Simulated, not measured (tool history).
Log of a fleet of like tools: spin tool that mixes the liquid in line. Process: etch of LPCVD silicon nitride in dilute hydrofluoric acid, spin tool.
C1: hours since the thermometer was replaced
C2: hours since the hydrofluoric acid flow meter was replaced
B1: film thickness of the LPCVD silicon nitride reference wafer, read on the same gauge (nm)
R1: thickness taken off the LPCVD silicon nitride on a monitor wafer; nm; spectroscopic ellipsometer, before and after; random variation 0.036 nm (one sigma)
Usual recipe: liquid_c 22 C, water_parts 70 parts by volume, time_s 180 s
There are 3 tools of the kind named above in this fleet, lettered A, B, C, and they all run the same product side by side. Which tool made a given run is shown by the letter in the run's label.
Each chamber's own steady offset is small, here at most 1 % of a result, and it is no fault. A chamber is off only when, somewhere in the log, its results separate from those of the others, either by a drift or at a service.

run 1B hour=3.7 | liquid_c=22 water_parts=70 time_s=180 | C1=710.8 C2=272.6 | B1=69.994 | R1=0.99759
run 2C hour=7.5 | liquid_c=22 water_parts=70 time_s=180 | C1=1055.6 C2=402.5 | B1=69.988 | R1=0.99488
run 3A hour=12.1 | liquid_c=22 water_parts=70 time_s=180 | C1=1521.8 C2=2036.1 | B1=70.007 | R1=0.92781
run 4C hour=15.4 | liquid_c=22 water_parts=70 time_s=180 | C1=1063.5 C2=410.4 | B1=69.983 | R1=1.03410
run 5B hour=19.7 | liquid_c=22 water_parts=70 time_s=180 | C1=726.8 C2=288.6 | B1=70.007 | R1=1.00250
run 6A hour=23.9 | liquid_c=25 water_parts=70 time_s=180 | C1=1533.6 C2=2047.9 | B1=69.981 | R1=1.24060
run 7B hour=27.3 | liquid_c=25 water_parts=70 time_s=180 | C1=734.4 C2=296.2 | B1=70.009 | R1=1.22230
run 8A hour=33.8 | liquid_c=25 water_parts=70 time_s=180 | C1=1543.5 C2=2057.8 | B1=70.014 | R1=1.22330
run 9C hour=39.6 | liquid_c=22 water_parts=70 time_s=180 | C1=1087.7 C2=434.6 | B1=70.000 | R1=1.03990
run 10C hour=43.8 | liquid_c=22 water_parts=70 time_s=180 | C1=1091.9 C2=438.8 | B1=70.013 | R1=1.00570
run 11A hour=47.1 | liquid_c=22 water_parts=70 time_s=180 | C1=1556.8 C2=2071.1 | B1=70.011 | R1=1.00030
run 12B hour=54.2 | liquid_c=22 water_parts=70 time_s=180 | C1=761.3 C2=323.1 | B1=69.981 | R1=1.00270
run 13C hour=57.7 | liquid_c=22 water_parts=70 time_s=180 | C1=1105.8 C2=452.7 | B1=70.032 | R1=1.00650
run 14A hour=63.6 | liquid_c=22 water_parts=70 time_s=180 | C1=1573.3 C2=2087.6 | B1=70.008 | R1=0.99910
run 15B hour=70.0 | liquid_c=25 water_parts=80 time_s=180 | C1=777.1 C2=338.9 | B1=70.006 | R1=1.05540
run 16A hour=73.9 | liquid_c=25 water_parts=80 time_s=180 | C1=1583.6 C2=2097.9 | B1=70.009 | R1=1.11530
run 17C hour=77.2 | liquid_c=25 water_parts=80 time_s=180 | C1=1125.3 C2=472.2 | B1=70.000 | R1=1.01820
run 18B hour=80.5 | liquid_c=22 water_parts=70 time_s=180 | C1=787.6 C2=349.4 | B1=70.011 | R1=0.96111
run 19C hour=87.3 | liquid_c=22 water_parts=70 time_s=180 | C1=1135.4 C2=482.3 | B1=69.980 | R1=0.96955
run 20A hour=92.5 | liquid_c=22 water_parts=70 time_s=180 | C1=1602.2 C2=2116.5 | B1=70.014 | R1=1.00180
run 21B hour=96.7 | liquid_c=22 water_parts=70 time_s=180 | C1=803.8 C2=365.6 | B1=69.980 | R1=1.02920

What goes on in this fleet: one chamber off, a drifting gauge, or nothing beyond the chambers' own small offsets? Name the chamber and the cause, if any.

Neither any chamber nor the gauge drifts; the chambers differ only by their own small, steady offsets.
